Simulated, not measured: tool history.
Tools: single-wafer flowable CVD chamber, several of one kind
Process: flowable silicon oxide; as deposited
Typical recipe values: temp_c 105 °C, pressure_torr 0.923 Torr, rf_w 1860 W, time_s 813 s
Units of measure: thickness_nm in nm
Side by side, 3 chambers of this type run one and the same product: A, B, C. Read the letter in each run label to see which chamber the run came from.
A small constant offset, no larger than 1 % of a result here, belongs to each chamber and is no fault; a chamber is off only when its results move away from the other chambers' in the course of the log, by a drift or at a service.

run   hour  temp_c  pressure_torr  rf_w  time_s  read-back reference wafer on the same gauge, thickness_nm  thickness_nm
 1B    4.4     105          0.923  1860     813                                                     497.69        489.18
 2A    8.6     105          0.923  1860     813                                                     497.88        489.34
 3C   14.3     105          0.923  1860     813                                                     498.14        497.68
 4B   20.4     105          0.923  1860     813                                                     498.26        493.27
 5A   27.1     105          0.923  1860     813                                                     497.95        491.64
 6C   30.8     105          0.923  1860     813                                                     498.03        494.74
 7B     34     105          0.923  1860     813                                                     497.84        491.79
 8C   40.3     105          0.923  1860     813                                                     498.01        496.48
 9A   44.5     105          0.923  1860     813                                                     497.56        491.55
10C   50.8     105          1.015  1860     813                                                     497.71         554.5
11B   56.3     105          1.015  1860     813                                                     497.59        551.52
12A   60.9     105          1.015  1860     813                                                     498.13        548.44
13B   64.7     105          1.138  1860     813                                                     497.82        625.41
14C   71.2     105          1.138  1860     813                                                     497.88        629.74
15A   77.6     105          1.138  1860     813                                                     498.28        624.87
16C   81.7     105          0.923  1860     813                                                     498.36         497.1
17A     87     105          0.923  1860     813                                                     498.06        492.49
      88.7  -- chamber A: capacitance manometer re-zeroed and calibrated
18B   90.9     105          0.923  1860     813                                                        498        490.78
19B   95.2     105          0.923  1860     813                                                     498.49        494.95
20A   99.3     105          0.923  1860     813                                                     498.25        491.04
21C    104     105          0.923  1860     813                                                     498.17        494.69
22C  107.5     105          0.923  1860     813                                                     498.37        495.15
     110.2  -- chamber B: thermocouple changed; heater temperature recalibrated
23A  111.3     105          0.923  1860     813                                                     497.91        489.81
24B  116.8     105          0.923  1860     813                                                     497.76        490.53
25A    123     105          0.923  1860     813                                                     497.83        491.75
26C  129.6     105          0.923  1860     813                                                     497.82        496.47
27B  134.8     105          0.923  1860     813                                                     497.64        489.83
28A  140.1     105          0.923  1860     813                                                     497.67        492.35
29C  146.5     105          0.923  1860     813                                                     498.31        494.32
30B  149.8     110          0.846  1860     813                                                     498.24        374.36
31C  156.6     110          0.846  1860     813                                                     498.08        378.84
32B    160     110          0.846  1860     813                                                     497.55        371.96
33A  166.1     105          0.923  1860     813                                                     498.03         490.9
34C  172.2      98          0.923  1735     813                                                     498.18        615.94
35A  175.7      98          0.923  1735     813                                                     497.55         607.9
36B  178.7      98          0.923  1735     813                                                     497.83        610.79
37C  182.6      92          0.923  1860     813                                                     497.85        762.42
38A  188.8      92          0.923  1860     813                                                     497.85        752.61
39B    193      92          0.923  1860     813                                                     498.28        749.84
40B  198.3     105          0.923  1860     813                                                     498.07        490.88
41C  202.4     105          0.923  1860     813                                                     498.06        496.13
42A  205.7     105          0.923  1860     813                                                     497.78        491.78

Which is it: a chamber that has drifted or been left off by a service, a gauge drift common to all chambers, or only each chamber's usual small offset? If a chamber is off, name it and its likeliest cause.

All chambers stay in line apart from their small fixed offsets, and the gauge does not drift.

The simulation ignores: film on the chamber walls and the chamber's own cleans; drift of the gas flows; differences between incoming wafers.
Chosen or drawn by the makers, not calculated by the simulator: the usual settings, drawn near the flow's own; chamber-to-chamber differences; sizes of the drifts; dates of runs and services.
